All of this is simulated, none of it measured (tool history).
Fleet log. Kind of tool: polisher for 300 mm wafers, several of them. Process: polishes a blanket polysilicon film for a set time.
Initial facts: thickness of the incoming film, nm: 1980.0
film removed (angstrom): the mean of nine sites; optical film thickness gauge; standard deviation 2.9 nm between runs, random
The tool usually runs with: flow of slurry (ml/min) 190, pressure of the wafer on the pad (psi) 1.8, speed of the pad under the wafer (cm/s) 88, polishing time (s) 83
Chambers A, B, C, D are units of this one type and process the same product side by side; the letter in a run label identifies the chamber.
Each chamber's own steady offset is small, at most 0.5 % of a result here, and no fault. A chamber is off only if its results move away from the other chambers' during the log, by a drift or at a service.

run	hour	flow of slurry (ml/min)	pressure of the wafer on the pad (psi)	speed of the pad under the wafer (cm/s)	polishing time (s)	wafers polished on this pad	hours since the slurry nozzle was cleaned	hours since the head pressure was calibrated	film removed (angstrom)
1B	3.8	190	1.8	88	83	643	309	325.9	3740.3
2C	9.5	190	1.8	88	83	1442	203.9	739	3693.3
# hour 11.7: chamber A: worn pad replaced by a new one
3D	13.8	190	1.8	88	83	836	326.7	210.3	3734.3
# hour 19.3: chamber C: worn pad replaced by a new one
4A	21.4	190	1.8	88	83	113	436.3	1211	3700.2
5D	25.7	190	1.8	88	83	975	338.6	222.2	3746.5
6C	30.7	160	2	88	83	133	225.1	760.2	3980.8
7B	38.9	160	2	88	83	1053	344.1	361	4047.5
8A	43.2	160	2	88	83	367	458.1	1232.8	4028.5
# hour 45.3: chamber B: worn pad replaced by a new one
9B	50.3	160	2	88	83	59	355.5	372.4	4002.7
10D	57.7	190	1.8	88	83	1348	370.6	254.2	3762.7
# hour 62: chamber D: worn pad replaced by a new one
11C	63.1	190	1.8	88	83	511	257.5	792.6	3746.2
# hour 64.6: chamber A: worn pad replaced by a new one
12A	67.1	190	1.8	88	83	30	482	1256.7	3744.7
13D	75.4	190	1.8	88	83	156	388.3	271.9	3748.9
14B	79.3	190	1.6	88	83	397	384.5	401.4	3288.2
15A	84.5	190	1.6	88	83	233	499.4	1274.1	3321
16C	88.7	190	1.6	88	83	810	283.1	818.2	3281.2
# hour 89: chamber C: head pressure recalibrated
17C	96.4	190	1.6	88	83	899	290.8	7.4	3620.6
18A	100.2	190	1.8	88	83	416	515.1	1289.8	3731.3
19B	104.6	190	1.8	88	83	692	409.8	426.7	3712.8
20D	112.7	190	1.8	88	83	591	425.6	309.2	3777
21D	117.5	190	1.8	88	83	647	430.4	314	3751.2
# hour 118.6: chamber A: head pressure recalibrated
# hour 121.8: chamber A: worn pad replaced by a new one
22B	123.7	190	1.8	116	83	915	428.9	445.8	4888.5
23C	131.5	190	1.8	116	83	1309	325.9	42.5	5328.7
24A	137.9	190	1.8	116	83	188	552.8	19.3	4931.6
# hour 141.8: chamber C: worn pad replaced by a new one
25C	142.6	190	1.8	116	83	9	337	53.6	5332.1
26A	150.6	190	1.8	88	83	336	565.5	32	3711.7
# hour 154.5: chamber B: worn pad replaced by a new one
27B	156.5	190	1.8	88	83	24	461.7	478.6	3723.7
28D	161.4	190	1.8	88	83	1159	474.3	357.9	3732.3
29A	167.4	190	1.8	88	83	532	582.3	48.8	3769.2
30C	172.4	190	1.8	88	83	357	366.8	83.4	3991.9
31D	180.5	240	1.6	88	83	1382	493.4	377	3422
# hour 180.7: chamber A: worn pad replaced by a new one
# hour 183.5: chamber D: worn pad replaced by a new one
32B	188.7	240	1.6	88	83	399	493.9	510.8	3414.7
# hour 194.3: chamber A: slurry nozzle cleaned
33C	195.7	240	1.6	88	83	629	390.1	106.7	3646.1
34B	201	240	1.6	88	83	543	506.2	523.1	3427.5
35D	208.4	190	1.8	88	83	290	521.3	404.9	3750.2
36A	213.2	190	1.5	88	109	379	18.9	94.6	4103.2
37B	220.9	190	1.5	88	109	775	526.1	543	4047.2
38A	227	190	1.5	88	109	540	32.7	108.4	4013.1
39D	234.6	190	1.5	88	109	596	547.5	431.1	4083.9
40C	239.4	190	1.8	88	83	1138	433.8	150.4	3976.3
41D	244.1	190	1.8	88	83	707	557	440.6	3767.2
# hour 247.8: chamber A: worn pad replaced by a new one
42C	249.3	190	1.8	88	83	1254	443.7	160.3	4051.8
43A	253.6	190	1.8	88	83	68	59.3	135	3723.9
# hour 258.3: chamber B: worn pad replaced by a new one
44B	261	190	1.8	88	83	32	566.2	583.1	3664.9

Which is it: a chamber that has drifted or been left off by a service, a gauge drift common to all chambers, or only each chamber's usual small offset? If a chamber is off, name it and its likeliest cause.

The work done on chamber C during a service left it standing apart from the others.
What lies behind it: head's pressure above its setpoint, % = 8.44.

Here are 4 candidates for chamber C's next run, each the usual settings with a change, their results left as question marks. Which one brings its results back in line with what the others give on the usual settings?
To be in line, a result may differ from the other chambers' mean on the usual settings by at most: film removed (angstrom) 100
45C-1	267	190	1.9	92	86				?
45C-2	267	190	1.8	82	78				?
45C-3	267	190	1.7	86	83				?
45C-4	267	190	1.8	92	86				?

Mean of the other chambers on the usual settings: film removed (angstrom) 3731.8
run	film removed (angstrom)
45C-1	4575.4
45C-2	3511.9
45C-3	3702.6
45C-4	4338.1
Change 45C-3 lands the chamber within the allowed miss of the other chambers.
